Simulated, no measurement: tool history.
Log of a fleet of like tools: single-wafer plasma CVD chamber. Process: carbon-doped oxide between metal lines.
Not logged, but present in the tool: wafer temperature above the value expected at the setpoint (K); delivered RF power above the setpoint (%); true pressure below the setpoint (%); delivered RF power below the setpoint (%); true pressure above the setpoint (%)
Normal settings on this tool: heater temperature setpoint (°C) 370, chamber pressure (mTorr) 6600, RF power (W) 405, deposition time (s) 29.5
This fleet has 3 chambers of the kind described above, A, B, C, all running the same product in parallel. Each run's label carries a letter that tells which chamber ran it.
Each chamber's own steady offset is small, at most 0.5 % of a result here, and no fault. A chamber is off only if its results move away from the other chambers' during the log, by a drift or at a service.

run	hour	heater temperature setpoint (°C)	chamber pressure (mTorr)	RF power (W)	deposition time (s)	hours since the last thermocouple change	hours since the last RF generator calibration	hours since the last manometer calibration	read-back reference wafer on the same gauge, thickness_nm	mean film thickness on the monitor wafer (nm)
1A	3.9	370	6600	405	29.5	374.1	654.6	1078.4	130.99	128.23
2B	8.3	370	6600	405	29.5	844.2	733.7	1054.6	131.02	127.73
3C	12.7	370	6600	405	29.5	2184.6	161.7	612.5	131.00	128.29
4C	16.3	370	6600	405	29.5	2188.2	165.3	616.1	130.94	129.13
5A	22.0	370	6600	405	29.5	392.2	672.7	1096.5	131.00	128.12
6B	28.4	370	6600	405	29.5	864.3	753.8	1074.7	131.06	127.54
7C	34.5	370	6600	405	29.5	2206.4	183.5	634.3	130.94	127.97
8B	40.0	370	6600	405	29.5	875.9	765.4	1086.3	131.04	126.92
9A	45.7	361	6600	405	29.5	415.9	696.4	1120.2	131.05	130.68
10B	49.3	361	6600	405	29.5	885.2	774.7	1095.6	131.10	130.71
11C	52.8	361	6600	405	29.5	2224.7	201.8	652.6	130.97	131.75
12A	59.4	370	6600	405	29.5	429.6	710.1	1133.9	131.02	128.24
13C	65.3	370	6600	405	29.5	2237.2	214.3	665.1	131.01	127.30
14B	70.5	370	6600	405	29.5	906.4	795.9	1116.8	131.00	126.30
15A	75.8	370	6600	405	29.5	446.0	726.5	1150.3	130.98	127.52
16C	82.3	370	6600	405	29.5	2254.2	231.3	682.1	130.96	127.90
17A	86.3	370	6600	405	29.5	456.5	737.0	1160.8	130.95	128.73
18B	91.0	370	6600	405	29.5	926.9	816.4	1137.3	131.10	125.94
19B	95.2	370	6600	405	29.5	931.1	820.6	1141.5	131.03	124.40
20C	99.9	370	6600	405	29.5	2271.8	248.9	699.7	130.87	127.92
21A	106.9	370	6600	405	29.5	477.1	757.6	1181.4	130.94	128.56
22C	110.1	362	6600	405	32.2	2282.0	259.1	709.9	131.01	141.86
23B	114.0	362	6600	405	32.2	949.9	839.4	1160.3	130.96	138.68
24A	118.3	362	6600	405	32.2	488.5	769.0	1192.8	131.10	142.29
25C	122.6	370	6600	405	29.5	2294.5	271.6	722.4	130.99	127.50
26A	127.2	370	6600	405	29.5	497.4	777.9	1201.7	130.94	128.08
27B	132.6	370	6600	405	29.5	968.5	858.0	1178.9	131.06	124.09
28C	136.7	370	6600	405	29.5	2308.6	285.7	736.5	131.13	128.39
29B	142.7	370	6600	405	29.5	978.6	868.1	1189.0	130.96	123.72
30A	149.2	370	6600	405	29.5	519.4	799.9	1223.7	130.95	127.89
31A	152.9	370	6600	405	29.5	523.1	803.6	1227.4	130.97	128.33

Predict what each chamber gives when all 3 of them run the settings below next.
32A	158.2	370	6600	405	31.7					?
32B	158.2	370	6600	405	31.7					?
32C	158.2	370	6600	405	31.7					?

run	mean film thickness on the monitor wafer (nm)
32A	137.68
32B	131.92
32C	136.93

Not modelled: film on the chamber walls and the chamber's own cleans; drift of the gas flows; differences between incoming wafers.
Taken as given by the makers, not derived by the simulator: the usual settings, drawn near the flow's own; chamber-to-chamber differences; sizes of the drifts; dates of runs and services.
